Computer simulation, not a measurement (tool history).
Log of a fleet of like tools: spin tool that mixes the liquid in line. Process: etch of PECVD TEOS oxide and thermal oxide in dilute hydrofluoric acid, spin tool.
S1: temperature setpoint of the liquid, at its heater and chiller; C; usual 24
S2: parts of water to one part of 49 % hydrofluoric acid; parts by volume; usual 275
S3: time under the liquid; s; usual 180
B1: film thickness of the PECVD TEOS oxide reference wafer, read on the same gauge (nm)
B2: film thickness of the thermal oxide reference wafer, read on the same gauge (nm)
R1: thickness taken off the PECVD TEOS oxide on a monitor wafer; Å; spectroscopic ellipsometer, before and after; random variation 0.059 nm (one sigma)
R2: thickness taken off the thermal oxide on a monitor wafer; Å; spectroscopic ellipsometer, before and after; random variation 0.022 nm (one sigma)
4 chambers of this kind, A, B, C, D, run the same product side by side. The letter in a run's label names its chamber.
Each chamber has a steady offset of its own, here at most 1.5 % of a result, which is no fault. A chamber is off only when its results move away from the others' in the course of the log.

{"run": "1B", "day": 0.258, "S1": 24, "S2": 275, "S3": 180, "B1": 30.006, "B2": 79.994, "R1": 61.603, "R2": 25.555}
{"run": "2C", "day": 0.638, "S1": 24, "S2": 275, "S3": 180, "B1": 29.987, "B2": 80.021, "R1": 60.792, "R2": 25.785}
{"run": "3A", "day": 1.012, "S1": 24, "S2": 275, "S3": 180, "B1": 29.998, "B2": 79.995, "R1": 62.082, "R2": 26.247}
{"run": "4D", "day": 1.262, "S1": 24, "S2": 275, "S3": 180, "B1": 29.961, "B2": 80.003, "R1": 62.427, "R2": 26.008}
{"run": "5A", "day": 1.488, "S1": 24, "S2": 275, "S3": 180, "B1": 29.995, "B2": 79.998, "R1": 61.967, "R2": 26.268}
{"run": "6B", "day": 1.746, "S1": 24, "S2": 275, "S3": 180, "B1": 30.0, "B2": 80.013, "R1": 61.584, "R2": 25.571}
{"run": "7D", "day": 2.029, "S1": 24, "S2": 275, "S3": 85, "B1": 30.03, "B2": 79.984, "R1": 29.216, "R2": 12.169}
{"run": "8C", "day": 2.346, "S1": 24, "S2": 275, "S3": 85, "B1": 30.001, "B2": 80.006, "R1": 28.815, "R2": 12.092}
{"run": "9C", "day": 2.554, "S1": 24, "S2": 275, "S3": 85, "B1": 29.996, "B2": 80.025, "R1": 28.851, "R2": 12.232}
{"run": "10B", "day": 2.833, "S1": 24, "S2": 275, "S3": 85, "B1": 29.985, "B2": 80.012, "R1": 29.266, "R2": 11.854}
{"run": "11D", "day": 3.175, "S1": 24, "S2": 275, "S3": 180, "B1": 30.004, "B2": 79.993, "R1": 62.371, "R2": 26.036}
{"run": "12A", "day": 3.496, "S1": 24, "S2": 275, "S3": 180, "B1": 30.002, "B2": 80.018, "R1": 62.846, "R2": 26.428}
{"run": "13A", "day": 3.729, "S1": 24, "S2": 275, "S3": 180, "B1": 29.995, "B2": 79.992, "R1": 62.375, "R2": 26.095}
{"run": "14C", "day": 4.029, "S1": 24, "S2": 275, "S3": 180, "B1": 29.998, "B2": 80.014, "R1": 61.085, "R2": 25.564}
{"run": "15D", "day": 4.3, "S1": 24, "S2": 275, "S3": 180, "B1": 30.038, "B2": 79.988, "R1": 62.847, "R2": 26.055}
{"run": "16B", "day": 4.588, "S1": 24, "S2": 275, "S3": 180, "B1": 30.034, "B2": 80.0, "R1": 61.923, "R2": 25.358}
{"run": "17B", "day": 4.917, "S1": 24, "S2": 275, "S3": 180, "B1": 29.987, "B2": 79.995, "R1": 60.504, "R2": 25.531}
{"run": "18C", "day": 5.308, "S1": 24, "S2": 335, "S3": 145, "B1": 29.998, "B2": 80.013, "R1": 38.408, "R2": 16.36}
{"run": "19D", "day": 5.683, "S1": 24, "S2": 335, "S3": 145, "B1": 29.975, "B2": 80.013, "R1": 38.952, "R2": 16.475}
{"run": "20A", "day": 5.992, "S1": 24, "S2": 335, "S3": 145, "B1": 30.019, "B2": 80.025, "R1": 38.868, "R2": 16.429}
{"run": "21D", "day": 6.262, "S1": 24, "S2": 335, "S3": 145, "B1": 30.03, "B2": 80.036, "R1": 38.89, "R2": 16.055}
{"run": "22B", "day": 6.542, "S1": 24, "S2": 275, "S3": 180, "B1": 29.975, "B2": 79.988, "R1": 61.813, "R2": 25.524}
{"run": "23A", "day": 6.867, "S1": 24, "S2": 195, "S3": 180, "B1": 29.988, "B2": 79.995, "R1": 94.492, "R2": 40.784}
{"run": "24C", "day": 7.138, "S1": 24, "S2": 195, "S3": 180, "B1": 30.007, "B2": 80.016, "R1": 92.543, "R2": 39.5}
{"run": "25A", "day": 7.312, "S1": 24, "S2": 195, "S3": 180, "B1": 30.007, "B2": 80.006, "R1": 94.898, "R2": 40.034}
{"run": "26B", "day": 7.696, "S1": 24, "S2": 195, "S3": 180, "B1": 30.011, "B2": 80.023, "R1": 93.369, "R2": 39.676}
{"day": 7.821, "done": "chamber C: hydrofluoric acid flow meter replaced"}
{"run": "27D", "day": 7.979, "S1": 22, "S2": 275, "S3": 180, "B1": 30.005, "B2": 79.986, "R1": 55.773, "R2": 23.613}
{"run": "28C", "day": 8.212, "S1": 22, "S2": 275, "S3": 180, "B1": 29.992, "B2": 80.001, "R1": 56.354, "R2": 23.846}
{"run": "29D", "day": 8.533, "S1": 22, "S2": 275, "S3": 180, "B1": 30.06, "B2": 80.01, "R1": 56.436, "R2": 23.602}
{"run": "30C", "day": 8.738, "S1": 22, "S2": 275, "S3": 180, "B1": 29.977, "B2": 79.992, "R1": 56.456, "R2": 24.469}
{"run": "31A", "day": 9.067, "S1": 24, "S2": 275, "S3": 180, "B1": 30.006, "B2": 80.0, "R1": 62.551, "R2": 26.211}
{"run": "32B", "day": 9.342, "S1": 24, "S2": 275, "S3": 180, "B1": 29.989, "B2": 79.953, "R1": 62.104, "R2": 25.142}
{"run": "33C", "day": 9.717, "S1": 24, "S2": 275, "S3": 180, "B1": 30.003, "B2": 80.01, "R1": 60.631, "R2": 26.09}
{"run": "34D", "day": 10.067, "S1": 24, "S2": 275, "S3": 180, "B1": 29.944, "B2": 80.038, "R1": 60.216, "R2": 25.011}
{"run": "35B", "day": 10.412, "S1": 24, "S2": 185, "S3": 180, "B1": 29.994, "B2": 80.015, "R1": 99.54, "R2": 41.675}
{"run": "36A", "day": 10.725, "S1": 24, "S2": 185, "S3": 180, "B1": 29.991, "B2": 79.993, "R1": 101.99, "R2": 41.965}
{"run": "37D", "day": 11.088, "S1": 24, "S2": 185, "S3": 180, "B1": 30.052, "B2": 80.006, "R1": 95.691, "R2": 40.747}

What goes on in this fleet: one chamber off, a drifting gauge, or nothing beyond the chambers' own small offsets? Name the chamber and the cause, if any.

Chamber D drifts away from the others.
Cause: hydrofluoric acid flow below the setpoint (%) = 4.6.
The log may not tell that from: liquid colder than its thermometer reads (K).

Here are 4 candidates for chamber D's next run, each the usual settings with a change, their results left as question marks. Which one brings its results back in line with what the others give on the usual settings?
In line means no further than this from the other chambers' mean on the usual settings: R1 2.100 Å; R2 0.770 Å
{"run": "38D-1", "day": 11.367, "S1": 24, "S2": 270, "S3": 185, "R1": "?", "R2": "?"}
{"run": "38D-2", "day": 11.367, "S1": 24, "S2": 285, "S3": 170, "R1": "?", "R2": "?"}
{"run": "38D-3", "day": 11.367, "S1": 24, "S2": 265, "S3": 190, "R1": "?", "R2": "?"}
{"run": "38D-4", "day": 11.367, "S1": 24, "S2": 280, "S3": 175, "R1": "?", "R2": "?"}

The other chambers' mean on the usual settings: R1 61.529 Å; R2 25.807 Å
run=38D-1 R1=61.409 R2=26.013
run=38D-2 R1=52.693 R2=22.321
run=38D-3 R1=64.569 R2=27.352
run=38D-4 R1=55.479 R2=23.501
38D-1 brings the chamber back in line.

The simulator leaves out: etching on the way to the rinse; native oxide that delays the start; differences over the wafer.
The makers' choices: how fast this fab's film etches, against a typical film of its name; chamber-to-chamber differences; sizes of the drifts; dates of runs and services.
